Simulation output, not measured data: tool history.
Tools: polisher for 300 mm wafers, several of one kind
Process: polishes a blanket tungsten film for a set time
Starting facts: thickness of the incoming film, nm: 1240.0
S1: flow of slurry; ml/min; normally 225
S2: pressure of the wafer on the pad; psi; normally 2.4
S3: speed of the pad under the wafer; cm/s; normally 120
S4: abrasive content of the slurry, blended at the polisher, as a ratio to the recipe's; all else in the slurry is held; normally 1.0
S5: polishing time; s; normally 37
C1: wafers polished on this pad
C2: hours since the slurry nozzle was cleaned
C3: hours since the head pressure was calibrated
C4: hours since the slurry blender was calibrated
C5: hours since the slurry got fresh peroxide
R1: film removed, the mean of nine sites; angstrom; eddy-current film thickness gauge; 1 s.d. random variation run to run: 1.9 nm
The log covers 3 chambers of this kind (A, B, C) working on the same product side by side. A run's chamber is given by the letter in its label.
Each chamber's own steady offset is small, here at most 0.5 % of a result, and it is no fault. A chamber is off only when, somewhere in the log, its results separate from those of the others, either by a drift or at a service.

| run | hour | S1 | S2 | S3 | S4 | S5 | C1 | C2 | C3 | C4 | C5 | R1 |
|---|---|---|---|---|---|---|---|---|---|---|---|---|
|  | 9.4 | chamber B: worn pad replaced by a new one |
| 1A | 10.0 | 225 | 2.4 | 120 | 1.0 | 37 | 245 | 148.3 | 1248.5 | 91.3 | 28.5 | 1274.7 |
| 2B | 15.2 | 225 | 2.4 | 120 | 1.0 | 37 | 91 | 125.6 | 486.1 | 19.4 | 125.3 | 1300.3 |
| 3C | 24.8 | 225 | 2.4 | 120 | 1.0 | 37 | 1247 | 405.7 | 139.4 | 35.5 | 58.8 | 1293.0 |
|  | 25.1 | chamber C: worn pad replaced by a new one |
| 4A | 31.1 | 225 | 2.4 | 120 | 1.0 | 37 | 571 | 169.4 | 1269.6 | 112.4 | 49.6 | 1312.7 |
|  | 34.0 | chamber A: slurry blender recalibrated |
| 5C | 40.6 | 185 | 2.4 | 120 | 1.0 | 41 | 240 | 421.5 | 155.2 | 51.3 | 74.6 | 1406.1 |
| 6B | 46.0 | 185 | 2.4 | 120 | 1.0 | 41 | 567 | 156.4 | 516.9 | 50.2 | 156.1 | 1429.0 |
|  | 52.7 | chamber B: head pressure recalibrated |
| 7B | 55.1 | 185 | 2.4 | 120 | 1.0 | 41 | 707 | 165.5 | 2.4 | 59.3 | 165.2 | 1430.1 |
|  | 64.6 | chamber A: worn pad replaced by a new one |
| 8A | 66.0 | 225 | 2.4 | 120 | 0.9 | 37 | 22 | 204.3 | 1304.5 | 32.1 | 84.5 | 1284.8 |
|  | 72.5 | chamber B: slurry tank refilled with fresh slurry and peroxide |
| 9C | 72.5 | 225 | 2.4 | 120 | 0.9 | 37 | 734 | 453.4 | 187.1 | 83.2 | 106.5 | 1296.9 |
| 10B | 78.0 | 225 | 2.4 | 120 | 0.9 | 37 | 1062 | 188.4 | 25.3 | 82.2 | 5.5 | 1274.0 |
| 11A | 85.7 | 225 | 2.4 | 120 | 1.0 | 37 | 327 | 224.0 | 1324.2 | 51.8 | 104.2 | 1293.5 |
|  | 87.5 | chamber C: slurry tank refilled with fresh slurry and peroxide |
|  | 88.3 | chamber A: slurry tank refilled with fresh slurry and peroxide |
| 12C | 96.1 | 225 | 2.4 | 120 | 1.0 | 37 | 1098 | 477.0 | 210.7 | 106.8 | 8.7 | 1312.2 |
|  | 98.8 | chamber B: worn pad replaced by a new one |
|  | 106.5 | chamber C: worn pad replaced by a new one |
| 13B | 106.5 | 225 | 2.4 | 120 | 1.0 | 37 | 119 | 216.9 | 53.8 | 110.7 | 34.0 | 1301.5 |
| 14C | 116.7 | 225 | 2.4 | 120 | 1.0 | 37 | 157 | 497.6 | 231.3 | 127.4 | 29.3 | 1289.3 |
| 15A | 125.5 | 225 | 2.4 | 120 | 1.0 | 37 | 942 | 263.8 | 1364.0 | 91.6 | 37.2 | 1265.5 |
| 16B | 132.3 | 225 | 2.4 | 120 | 1.0 | 37 | 518 | 242.7 | 79.6 | 136.5 | 59.8 | 1334.1 |
|  | 138.1 | chamber A: slurry blender recalibrated |
| 17C | 141.1 | 225 | 2.4 | 120 | 1.0 | 37 | 535 | 522.0 | 255.7 | 151.8 | 53.7 | 1295.4 |
|  | 148.5 | chamber A: worn pad replaced by a new one |
| 18A | 148.7 | 225 | 2.4 | 120 | 1.0 | 37 | 3 | 287.0 | 1387.2 | 10.7 | 60.4 | 1309.3 |
|  | 149.6 | chamber A: head pressure recalibrated |
| 19C | 154.2 | 225 | 2.4 | 120 | 1.0 | 37 | 737 | 535.1 | 268.8 | 164.9 | 66.8 | 1302.7 |
| 20A | 165.1 | 225 | 2.8 | 152 | 1.0 | 37 | 256 | 303.4 | 15.6 | 27.1 | 76.8 | 1887.8 |
| 21B | 170.3 | 225 | 2.8 | 152 | 1.0 | 37 | 1106 | 280.7 | 117.6 | 174.5 | 97.8 | 1943.7 |
| 22A | 177.0 | 225 | 2.8 | 152 | 1.0 | 37 | 440 | 315.3 | 27.5 | 39.0 | 88.7 | 1925.4 |
| 23C | 183.5 | 160 | 2.4 | 120 | 1.0 | 37 | 1190 | 564.4 | 298.1 | 194.2 | 96.1 | 1222.7 |
|  | 185.0 | chamber B: worn pad replaced by a new one |
|  | 187.8 | chamber C: worn pad replaced by a new one |
| 24B | 194.0 | 160 | 2.4 | 120 | 1.0 | 37 | 140 | 304.4 | 141.3 | 198.2 | 121.5 | 1289.3 |
|  | 196.6 | chamber A: slurry tank refilled with fresh slurry and peroxide |
| 25A | 200.5 | 160 | 2.4 | 120 | 1.0 | 37 | 804 | 338.8 | 51.0 | 62.5 | 4.0 | 1240.6 |
| 26C | 211.2 | 225 | 2.4 | 120 | 1.0 | 37 | 362 | 592.1 | 325.8 | 221.9 | 123.8 | 1318.8 |
| 27B | 217.1 | 225 | 2.4 | 144 | 1.0 | 43 | 497 | 327.5 | 164.4 | 221.3 | 144.6 | 1828.0 |

For the next run the whole fleet of 3 chambers uses the same settings. Give each chamber's results:
| 28A | 225.3 | 225 | 2.4 | 120 | 1.0 | 37 |  |  |  |  |  | ? |
| 28B | 225.3 | 225 | 2.4 | 120 | 1.0 | 37 |  |  |  |  |  | ? |
| 28C | 225.3 | 225 | 2.4 | 120 | 1.0 | 37 |  |  |  |  |  | ? |

| run | R1 |
|---|---|
| 28A | 1291.0 |
| 28B | 1281.1 |
| 28C | 1298.4 |
